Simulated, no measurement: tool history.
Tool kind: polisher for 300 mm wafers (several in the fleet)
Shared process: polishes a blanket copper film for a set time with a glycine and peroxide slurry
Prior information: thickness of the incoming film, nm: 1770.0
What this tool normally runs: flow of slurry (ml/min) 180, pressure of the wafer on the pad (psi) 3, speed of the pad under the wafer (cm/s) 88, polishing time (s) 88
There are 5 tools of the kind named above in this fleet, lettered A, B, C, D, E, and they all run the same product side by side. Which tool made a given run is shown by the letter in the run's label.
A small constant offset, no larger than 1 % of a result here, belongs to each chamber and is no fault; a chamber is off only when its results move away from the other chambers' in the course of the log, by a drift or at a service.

run	hour	flow of slurry (ml/min)	pressure of the wafer on the pad (psi)	speed of the pad under the wafer (cm/s)	polishing time (s)	film removed (Å)
# hour 8.3: chamber C: worn pad replaced by a new one
1A	9.4	180	3	88	88	5132
2D	18.5	180	3	88	88	5179.8
# hour 19.3: chamber A: worn pad replaced by a new one
# hour 20.5: chamber D: slurry nozzle cleaned
# hour 24.9: chamber D: worn pad replaced by a new one
3B	29.9	180	3	88	88	5233.2
4C	43.1	180	3	88	88	5249.3
# hour 54.7: chamber B: worn pad replaced by a new one
5E	56	180	3	110	88	6240.7
# hour 62.6: chamber E: worn pad replaced by a new one
6D	65.8	180	3	110	88	6133.1
7B	76.9	180	3	110	88	6235.7
# hour 83: chamber B: slurry nozzle cleaned
8A	85.2	180	3	110	88	6207.3
# hour 89.9: chamber C: worn pad replaced by a new one
# hour 93.3: chamber D: worn pad replaced by a new one
9C	96.2	180	3	110	88	6277.4
# hour 109.1: chamber A: worn pad replaced by a new one
10E	109.4	180	3	88	88	5162.2
# hour 117.3: chamber A: head pressure recalibrated
11E	124.8	180	3	88	88	5038
# hour 127.9: chamber B: worn pad replaced by a new one
# hour 128.6: chamber E: slurry nozzle cleaned
12D	138.6	180	3	88	88	5202.7
13A	154.3	180	3	88	88	5124.7
# hour 155.1: chamber D: worn pad replaced by a new one
# hour 167: chamber C: worn pad replaced by a new one
# hour 167.9: chamber E: worn pad replaced by a new one
14B	168.9	180	3	88	88	5177.7
15C	176.1	205	3	88	88	5408.1
16C	190.4	205	3	88	88	5201.6
# hour 194.9: chamber B: worn pad replaced by a new one
17D	202.1	205	3	88	88	5198.3
18A	211.7	205	3	88	88	5169.5
# hour 214.2: chamber A: worn pad replaced by a new one
# hour 218: chamber D: worn pad replaced by a new one
# hour 225: chamber B: head pressure recalibrated
19B	227.3	205	3	88	88	5183.8
# hour 229.4: chamber C: slurry nozzle cleaned
# hour 236.1: chamber C: worn pad replaced by a new one
20E	242.3	180	3	88	88	5237.6
21B	254.4	180	3	88	88	5126.6
22C	261.8	150	3.5	88	88	5670.3
# hour 264.8: chamber B: worn pad replaced by a new one
# hour 268.4: chamber E: head pressure recalibrated
23E	269.4	150	3.5	88	88	5809.5
24A	281.1	150	3.5	88	88	5740.3
# hour 283.1: chamber E: worn pad replaced by a new one
25D	291.8	150	3.5	88	88	5656.1
# hour 296.5: chamber D: worn pad replaced by a new one
26E	304.7	150	3.5	88	88	5769
# hour 311.1: chamber C: worn pad replaced by a new one
27C	314.4	180	3.8	98	88	6871.6
# hour 321.4: chamber A: worn pad replaced by a new one
28A	324	180	3.8	98	88	6989.1
29D	337.5	180	3.8	98	88	6840.1
# hour 342.1: chamber B: worn pad replaced by a new one
30B	350.3	180	3.8	98	88	6842.5

Predict what each chamber gives when all 5 of them run the settings below next.
31A	361.7	180	3	88	88	?
31B	361.7	180	3	88	88	?
31C	361.7	180	3	88	88	?
31D	361.7	180	3	88	88	?
31E	361.7	180	3	88	88	?

run	film removed (Å)
31A	5181.7
31B	5235.4
31C	5157.4
31D	5136.1
31E	5153.8
